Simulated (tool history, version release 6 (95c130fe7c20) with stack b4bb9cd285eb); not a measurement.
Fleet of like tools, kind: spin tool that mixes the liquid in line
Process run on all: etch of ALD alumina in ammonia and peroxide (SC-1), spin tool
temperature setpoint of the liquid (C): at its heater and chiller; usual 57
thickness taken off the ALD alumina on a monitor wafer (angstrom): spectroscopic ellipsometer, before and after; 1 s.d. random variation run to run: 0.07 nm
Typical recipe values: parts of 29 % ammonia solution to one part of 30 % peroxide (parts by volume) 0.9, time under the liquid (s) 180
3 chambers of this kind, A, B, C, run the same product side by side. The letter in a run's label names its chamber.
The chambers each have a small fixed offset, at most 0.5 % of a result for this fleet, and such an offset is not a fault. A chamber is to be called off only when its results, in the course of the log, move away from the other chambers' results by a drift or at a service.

| run | hour | temperature setpoint of the liquid (C) | parts of 29 % ammonia solution to one part of 30 % peroxide (parts by volume) | time under the liquid (s) | read-back film thickness of the ALD alumina reference wafer, read on the same gauge (nm) | thickness taken off the ALD alumina on a monitor wafer (angstrom) |
|---|---|---|---|---|---|---|
| 1C | 3.7 | 57 | 0.9 | 180 | 99.999 | 80.658 |
| 2A | 8.3 | 57 | 0.9 | 180 | 100.01 | 79.944 |
| 3B | 13.4 | 57 | 0.9 | 180 | 99.978 | 80.213 |
|  | 16.7 | chamber B: new drum of ammonia solution connected |
| 4B | 18.7 | 57 | 0.9 | 180 | 100.03 | 80.45 |
| 5A | 22.9 | 57 | 0.9 | 180 | 100.01 | 79.907 |
| 6C | 25.8 | 57 | 0.55 | 240 | 99.998 | 102.83 |
| 7C | 30.2 | 57 | 0.55 | 240 | 100 | 103.85 |
| 8B | 33.7 | 57 | 0.55 | 240 | 100.01 | 103.37 |
| 9A | 37.8 | 57 | 0.9 | 180 | 99.975 | 80.558 |
| 10C | 42.4 | 57 | 0.9 | 180 | 100.02 | 80.018 |
| 11B | 47.8 | 57 | 0.9 | 180 | 99.988 | 81.344 |
| 12A | 52.9 | 57 | 0.9 | 180 | 99.996 | 80.592 |
| 13A | 58 | 61 | 0.9 | 215 | 99.978 | 117.17 |
| 14B | 62.9 | 61 | 0.9 | 215 | 99.988 | 117.71 |
| 15C | 66 | 61 | 0.9 | 215 | 100.05 | 118.66 |
| 16A | 70.4 | 57 | 0.9 | 180 | 99.982 | 79.618 |
| 17C | 75 | 57 | 0.7 | 235 | 100.01 | 103.73 |
| 18B | 79.5 | 57 | 0.7 | 235 | 99.995 | 102.86 |
| 19C | 82.4 | 57 | 0.7 | 235 | 99.999 | 100.5 |
| 20A | 87 | 57 | 0.9 | 180 | 100 | 79.932 |
| 21B | 89.5 | 57 | 0.9 | 180 | 100.02 | 79.74 |
| 22B | 95.1 | 54 | 0.9 | 180 | 99.948 | 69.206 |
| 23C | 99.4 | 54 | 0.9 | 180 | 99.98 | 66.97 |
| 24A | 103.9 | 54 | 0.9 | 180 | 100 | 68.366 |
| 25B | 108.3 | 57 | 0.9 | 180 | 99.971 | 81.359 |
|  | 112.4 | chamber C: ammonia flow meter replaced |
| 26A | 113.4 | 57 | 1.2 | 245 | 100.01 | 110.92 |
| 27C | 117.4 | 57 | 1.2 | 245 | 100.01 | 109.02 |
| 28B | 120.8 | 57 | 1.2 | 245 | 99.976 | 112.18 |
| 29C | 125.3 | 49.5 | 0.9 | 135 | 99.993 | 39.382 |
| 30A | 130.2 | 49.5 | 0.9 | 135 | 100 | 39.648 |
| 31A | 134.8 | 49.5 | 0.9 | 135 | 100.03 | 40.079 |
| 32B | 139.3 | 57 | 0.9 | 180 | 99.998 | 80.272 |
| 33C | 142.5 | 52 | 0.9 | 180 | 99.967 | 58.701 |
| 34B | 147.5 | 52 | 0.9 | 180 | 100 | 60.987 |
| 35A | 150.5 | 52 | 0.9 | 180 | 100.04 | 60.857 |
| 36C | 155.7 | 57 | 0.9 | 180 | 100 | 75.453 |
| 37B | 161 | 57 | 0.55 | 80 | 100.04 | 34.369 |
| 38C | 163.6 | 57 | 0.55 | 80 | 100.03 | 31.661 |
| 39A | 167 | 57 | 0.55 | 80 | 99.988 | 33.693 |

All 3 chambers run these settings next. Forecast each chamber's results:
| 40A | 171 | 57 | 0.65 | 180 |  | ? |
| 40B | 171 | 57 | 0.65 | 180 |  | ? |
| 40C | 171 | 57 | 0.65 | 180 |  | ? |

| run | thickness taken off the ALD alumina on a monitor wafer (angstrom) |
|---|---|
| 40A | 78.297 |
| 40B | 77.974 |
| 40C | 72.331 |
